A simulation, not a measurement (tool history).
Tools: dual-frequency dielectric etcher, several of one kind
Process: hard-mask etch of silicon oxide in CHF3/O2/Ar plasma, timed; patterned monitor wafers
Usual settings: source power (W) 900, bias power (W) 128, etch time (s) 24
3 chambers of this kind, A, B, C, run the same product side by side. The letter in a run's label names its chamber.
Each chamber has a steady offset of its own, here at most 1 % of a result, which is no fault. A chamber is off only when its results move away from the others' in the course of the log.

run	hour	source power (W)	bias power (W)	etch time (s)	hours since the last wet clean	hours since the last source power generator calibration	hours since the last bias power generator calibration	read-back reference wafer on the same gauge, depth_nm	mean etch depth across the wafer (Å)
1C	15.2	900	128	24	381.8	693.4	1782.1	51.771	494.24
2A	29.2	900	128	24	433.5	2042	814.5	51.872	496.17
3B	41.7	900	128	24	346.9	139.8	1126.3	51.791	496.2
# hour 47.4: chamber A: wet clean of the chamber
4C	54.8	900	128	24	421.4	733	1821.7	51.789	494.02
5A	65.2	900	128	24	17.8	2078	850.5	51.873	493.34
6B	75.7	900	128	24	380.9	173.8	1160.3	51.798	494.93
# hour 87.8: chamber C: bias power generator calibrated
7B	89.5	900	128	24	394.7	187.6	1174.1	51.762	495.76
8A	101.5	900	128	30.5	54.1	2114.3	886.8	51.802	629.57
9C	112.7	900	128	30.5	479.3	790.9	24.9	51.793	625.98
10B	127.4	900	128	30.5	432.6	225.5	1212	51.832	624.54
11C	136.5	900	128	21.5	503.1	814.7	48.7	51.807	441.75
12A	143.9	900	128	21.5	96.5	2156.7	929.2	51.775	445.32
13A	155.4	900	128	21.5	108	2168.2	940.7	51.796	444.91
14B	168.9	900	128	24	474.1	267	1253.5	51.791	493.43
# hour 171: chamber B: wet clean of the chamber
15C	176	900	128	24	542.6	854.2	88.2	51.797	487.38
16A	186.4	900	128	24	139	2199.2	971.7	51.768	497.63
# hour 188: chamber C: wet clean of the chamber
17B	202.3	900	128	24	31.4	300.4	1286.9	51.844	471.36
18C	215.4	900	128	24	27.4	893.6	127.6	51.755	495.35
19C	230.4	900	128	24	42.4	908.6	142.6	51.807	495.22
20B	240.9	900	128	24	70	339	1325.5	51.829	470.62
21A	253.4	900	128	24	206	2266.2	1038.7	51.848	501.16
22B	264.6	900	128	24	93.7	362.7	1349.2	51.778	469.47
23A	272.1	900	128	24	224.7	2284.9	1057.4	51.819	493.33
24C	280.2	900	128	24	92.2	958.4	192.4	51.796	494.86
25A	289.8	900	128	24	242.4	2302.6	1075.1	51.786	497.33
26B	305.8	900	128	24	134.9	403.9	1390.4	51.803	473.19
27C	320.9	900	128	24	132.9	999.1	233.1	51.835	499.43

All 3 chambers run these settings next. Forecast each chamber's results:
28A	332.4	900	109	24					?
28B	332.4	900	109	24					?
28C	332.4	900	109	24					?

run	mean etch depth across the wafer (Å)
28A	471.62
28B	449.58
28C	471.63
